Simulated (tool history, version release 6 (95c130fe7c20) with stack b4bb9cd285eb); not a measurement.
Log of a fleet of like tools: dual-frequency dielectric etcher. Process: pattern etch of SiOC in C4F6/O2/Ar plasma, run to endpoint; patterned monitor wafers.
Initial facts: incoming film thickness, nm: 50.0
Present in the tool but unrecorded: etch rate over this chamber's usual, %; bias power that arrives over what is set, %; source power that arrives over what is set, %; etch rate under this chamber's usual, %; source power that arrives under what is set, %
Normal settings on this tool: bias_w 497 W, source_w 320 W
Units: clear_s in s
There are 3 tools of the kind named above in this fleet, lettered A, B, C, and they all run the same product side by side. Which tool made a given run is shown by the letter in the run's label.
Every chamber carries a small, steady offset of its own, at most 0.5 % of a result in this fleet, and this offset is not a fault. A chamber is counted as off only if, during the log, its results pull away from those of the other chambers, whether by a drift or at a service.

run	day	bias_w	source_w	hours since the last wet clean	hours since the last bias power generator calibration	hours since the last source power generator calibration	clear_s
1C	0.371	497	320	99.9	3893.5	629.5	18.311
2B	0.896	497	320	158	1178.1	109.9	18.271
3A	1.238	497	320	58.5	2022.9	114.1	18.336
4C	1.708	497	320	132	3925.6	661.6	18.298
5A	2.079	497	320	78.7	2043.1	134.3	18.233
6B	2.388	497	320	193.8	1213.9	145.7	18.367
7A	2.862	553	380	97.5	2061.9	153.1	16.383
8B	3.188	553	380	213	1233.1	164.9	16.498
9C	3.638	553	380	178.3	3971.9	707.9	16.619
10C	4.146	497	320	190.5	3984.1	720.1	18.397
11B	4.608	580	390	247.1	1267.2	199	16.023
12A	5.058	580	390	150.2	2114.6	205.8	16.2
13B	5.604	580	390	271	1291.1	222.9	16.15
14A	6.058	497	320	174.2	2138.6	229.8	18.377
15C	6.35	497	320	243.4	4037	773	18.69
16C	6.658	497	320	250.8	4044.4	780.4	18.844
17B	7.05	497	320	305.7	1325.8	257.6	18.411
18A	7.283	497	320	203.6	2168	259.2	18.428
19B	7.788	497	320	323.4	1343.5	275.3	18.363
20A	8.3	497	320	228	2192.4	283.6	18.358
21C	8.762	392	270	301.3	4094.9	830.9	22.049
22A	9.146	392	270	248.3	2212.7	303.9	21.411
23B	9.462	392	270	363.6	1383.7	315.5	21.328

All 3 chambers run these settings next. Forecast each chamber's results:
24A	9.85	497	290				?
24B	9.85	497	290				?
24C	9.85	497	290				?

run	clear_s
24A	19.132
24B	19.16
24C	19.812
